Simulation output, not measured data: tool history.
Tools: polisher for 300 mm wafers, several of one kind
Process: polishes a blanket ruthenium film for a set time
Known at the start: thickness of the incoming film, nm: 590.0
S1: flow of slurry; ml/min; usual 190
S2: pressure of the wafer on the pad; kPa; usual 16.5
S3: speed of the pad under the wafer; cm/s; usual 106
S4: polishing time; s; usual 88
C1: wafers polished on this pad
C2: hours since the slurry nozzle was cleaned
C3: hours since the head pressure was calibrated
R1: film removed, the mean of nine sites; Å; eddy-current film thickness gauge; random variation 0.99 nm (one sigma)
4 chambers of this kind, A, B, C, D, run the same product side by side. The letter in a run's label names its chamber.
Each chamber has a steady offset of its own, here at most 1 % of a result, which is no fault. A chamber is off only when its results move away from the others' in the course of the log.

run 1D hour=5.2 | S1=190 S2=16.5 S3=106 S4=88 | C1=1117 C2=337.9 C3=144.4 | R1=1217
run 2C hour=10.5 | S1=190 S2=16.5 S3=106 S4=88 | C1=1214 C2=37.3 C3=156.8 | R1=1224.8
-- hour=18 chamber D: worn pad replaced by a new one
run 3A hour=18.5 | S1=190 S2=16.5 S3=106 S4=88 | C1=1446 C2=29 C3=34.9 | R1=1228
-- hour=19.5 chamber D: slurry nozzle cleaned
-- hour=25.5 chamber A: worn pad replaced by a new one
run 4B hour=26.3 | S1=190 S2=16.5 S3=106 S4=88 | C1=869 C2=524 C3=398.9 | R1=1194
run 5B hour=33.8 | S1=190 S2=16.5 S3=106 S4=88 | C1=917 C2=531.5 C3=406.4 | R1=1225.7
-- hour=37 chamber B: slurry nozzle cleaned
run 6A hour=39 | S1=190 S2=16.5 S3=106 S4=88 | C1=86 C2=49.5 C3=55.4 | R1=1244.2
run 7C hour=44.9 | S1=190 S2=16.5 S3=106 S4=88 | C1=1434 C2=71.7 C3=191.2 | R1=1233.8
run 8D hour=49.5 | S1=190 S2=16.5 S3=106 S4=88 | C1=201 C2=30 C3=188.7 | R1=1231.4
run 9A hour=57.2 | S1=190 S2=16.5 S3=94 S4=88 | C1=202 C2=67.7 C3=73.6 | R1=1084.3
run 10B hour=63.7 | S1=190 S2=16.5 S3=94 S4=88 | C1=1108 C2=26.8 C3=436.3 | R1=1074.9
run 11D hour=67.7 | S1=190 S2=16.5 S3=94 S4=88 | C1=317 C2=48.2 C3=206.9 | R1=1098.1
-- hour=68.2 chamber C: worn pad replaced by a new one
run 12C hour=71.9 | S1=190 S2=16.5 S3=94 S4=88 | C1=23 C2=98.7 C3=218.2 | R1=1097.3
run 13C hour=77.5 | S1=190 S2=16.5 S3=106 S4=88 | C1=59 C2=104.3 C3=223.8 | R1=1239.9
-- hour=79.9 chamber B: worn pad replaced by a new one
run 14D hour=84.2 | S1=190 S2=16.5 S3=106 S4=88 | C1=423 C2=64.7 C3=223.4 | R1=1245.6
run 15B hour=93 | S1=190 S2=16.5 S3=106 S4=88 | C1=83 C2=56.1 C3=465.6 | R1=1218.3
run 16A hour=100.8 | S1=190 S2=16.5 S3=106 S4=88 | C1=480 C2=111.3 C3=117.2 | R1=1220.1
run 17B hour=106.6 | S1=190 S2=16.5 S3=106 S4=88 | C1=170 C2=69.7 C3=479.2 | R1=1234
run 18D hour=113.5 | S1=190 S2=13.1 S3=106 S4=73 | C1=610 C2=94 C3=252.7 | R1=808.41
run 19A hour=122.2 | S1=190 S2=13.1 S3=106 S4=73 | C1=617 C2=132.7 C3=138.6 | R1=804.13
run 20C hour=126.6 | S1=190 S2=13.1 S3=106 S4=73 | C1=373 C2=153.4 C3=272.9 | R1=804.84
run 21B hour=132.6 | S1=190 S2=13.1 S3=106 S4=73 | C1=336 C2=95.7 C3=505.2 | R1=800.9
run 22C hour=138 | S1=190 S2=16.5 S3=106 S4=88 | C1=445 C2=164.8 C3=284.3 | R1=1213.5
run 23A hour=142.5 | S1=190 S2=16.5 S3=106 S4=88 | C1=747 C2=153 C3=158.9 | R1=1230.2
run 24D hour=148.6 | S1=190 S2=16.5 S3=106 S4=88 | C1=834 C2=129.1 C3=287.8 | R1=1258.5
run 25A hour=156.4 | S1=190 S2=16.5 S3=122 S4=113 | C1=835 C2=166.9 C3=172.8 | R1=1818.3
run 26C hour=162.8 | S1=190 S2=16.5 S3=122 S4=113 | C1=604 C2=189.6 C3=309.1 | R1=1812
run 27B hour=170.5 | S1=190 S2=16.5 S3=122 S4=113 | C1=578 C2=133.6 C3=543.1 | R1=1824.7
-- hour=176.5 chamber C: head pressure recalibrated
run 28D hour=178.7 | S1=190 S2=16.5 S3=122 S4=113 | C1=1026 C2=159.2 C3=317.9 | R1=1898.6
run 29D hour=182.6 | S1=190 S2=16.5 S3=106 S4=88 | C1=1051 C2=163.1 C3=321.8 | R1=1285.5
run 30B hour=189.4 | S1=190 S2=16.5 S3=106 S4=88 | C1=699 C2=152.5 C3=562 | R1=1241.1
run 31A hour=193.3 | S1=190 S2=16.5 S3=106 S4=88 | C1=1071 C2=203.8 C3=209.7 | R1=1231.6
run 32C hour=201.3 | S1=190 S2=16.5 S3=106 S4=88 | C1=849 C2=228.1 C3=24.9 | R1=1215.6
-- hour=204 chamber C: slurry nozzle cleaned
run 33C hour=205.3 | S1=190 S2=16.5 S3=106 S4=88 | C1=875 C2=1.3 C3=28.9 | R1=1234
-- hour=211.9 chamber D: worn pad replaced by a new one
run 34A hour=213 | S1=190 S2=12.4 S3=84 S4=88 | C1=1197 C2=223.5 C3=229.4 | R1=742.16
run 35B hour=218.5 | S1=190 S2=12.4 S3=84 S4=88 | C1=884 C2=181.6 C3=591.1 | R1=732.47
run 36D hour=226.9 | S1=190 S2=12.4 S3=84 S4=88 | C1=96 C2=207.4 C3=366.1 | R1=768.12
run 37B hour=235.6 | S1=190 S2=12.4 S3=84 S4=88 | C1=994 C2=198.7 C3=608.2 | R1=730.1
run 38C hour=241.7 | S1=190 S2=16.5 S3=140 S4=88 | C1=1107 C2=37.7 C3=65.3 | R1=1604.2
run 39D hour=247.6 | S1=190 S2=16.5 S3=140 S4=88 | C1=228 C2=228.1 C3=386.8 | R1=1736.2

Is one chamber off against the others, does the gauge drift, or is nothing wrong? If a chamber is off, say which, and what the likeliest cause is.

Chamber D drifts away from the others.
Cause: head's pressure above its setpoint, % = 7.62.

Here are 4 candidates for chamber D's next run, each the usual settings with a change, their results left as question marks. Which one brings its results back in line with what the others give on the usual settings?
In line means no further than this from the other chambers' mean on the usual settings: R1 35 Å
run 40D-1 hour=254 | S1=190 S2=16.5 S3=106 S4=87 | R1=?
run 40D-2 hour=254 | S1=190 S2=16.5 S3=108 S4=88 | R1=?
run 40D-3 hour=254 | S1=190 S2=16.5 S3=106 S4=82 | R1=?
run 40D-4 hour=254 | S1=190 S2=17.2 S3=106 S4=91 | R1=?

The other chambers' mean on the usual settings: R1 1226.5 Å
run=40D-1 R1=1295.7
run=40D-2 R1=1334.9
run=40D-3 R1=1221.2
run=40D-4 R1=1412.2
40D-3 brings the chamber back in line.

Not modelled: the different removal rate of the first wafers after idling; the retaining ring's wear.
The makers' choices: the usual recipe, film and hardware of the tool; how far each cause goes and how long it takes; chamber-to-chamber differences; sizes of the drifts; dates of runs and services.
